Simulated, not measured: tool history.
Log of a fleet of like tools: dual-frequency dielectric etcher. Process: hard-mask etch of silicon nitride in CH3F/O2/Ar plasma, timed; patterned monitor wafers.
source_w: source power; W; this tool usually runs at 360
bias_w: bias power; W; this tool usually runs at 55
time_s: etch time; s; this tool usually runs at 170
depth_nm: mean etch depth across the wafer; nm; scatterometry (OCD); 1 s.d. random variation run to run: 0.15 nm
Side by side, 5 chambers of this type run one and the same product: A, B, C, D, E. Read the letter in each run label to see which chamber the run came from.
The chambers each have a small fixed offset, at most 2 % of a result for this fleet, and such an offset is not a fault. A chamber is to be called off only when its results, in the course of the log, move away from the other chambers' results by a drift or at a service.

run,hour,source_w,bias_w,time_s,"read-back reference wafer on the same gauge, depth_nm",depth_nm
1A,7.1,360,55,170,90.976,102.47
2C,12.9,360,55,170,90.919,104.58
3B,17.4,360,55,170,90.968,105
4E,22.3,360,55,170,90.92,104.46
5D,29.1,360,61,170,90.959,108
6D,36.3,360,61,170,90.841,108.11
7A,41,360,61,170,90.875,105.93
8E,46.6,360,61,170,90.86,108.16
9B,52.4,360,61,170,90.834,108.23
10C,59.7,360,55,170,90.82,104.64
11A,67.2,360,55,170,90.803,102.19
12B,73,360,55,170,90.753,104.44
13D,79.9,360,55,124.5,90.763,76.296
14E,86.3,360,55,124.5,90.757,76.222
15C,92.8,360,55,124.5,90.697,76.494
16D,100.2,360,55,124.5,90.691,75.996
17C,105.3,360,55,124.5,90.669,76.497
18B,109.6,360,55,170,90.631,104.73
19E,115.3,360,55,170,90.648,104.07
20A,121.8,360,55,170,90.601,102.29
21C,127,360,55,170,90.615,104.42
# hour 130.7: chamber B: wet clean of the chamber
22D,132.7,360,55,170,90.585,103.77
23A,138.3,360,55,170,90.568,101.99
24B,144.1,360,55,170,90.588,104.56
25E,149.5,360,55,170,90.541,104.3
26D,153.7,360,55,170,90.539,104.06
27B,159.4,360,55,170,90.527,104.44
28A,166.5,360,55,170,90.485,101.83
29C,171.4,360,55,170,90.478,104.14
30E,174.8,360,55,170,90.461,104.09

Does one chamber stand apart from the rest, does the shared gauge drift, or is all well apart from small per-chamber offsets? Give the chamber and the most likely cause, where there is one.

It is the gauge, not a chamber: its drift shows up in every chamber's results at once, and no chamber is off.
Most likely cause: gauge reads low (%) = 0.604.
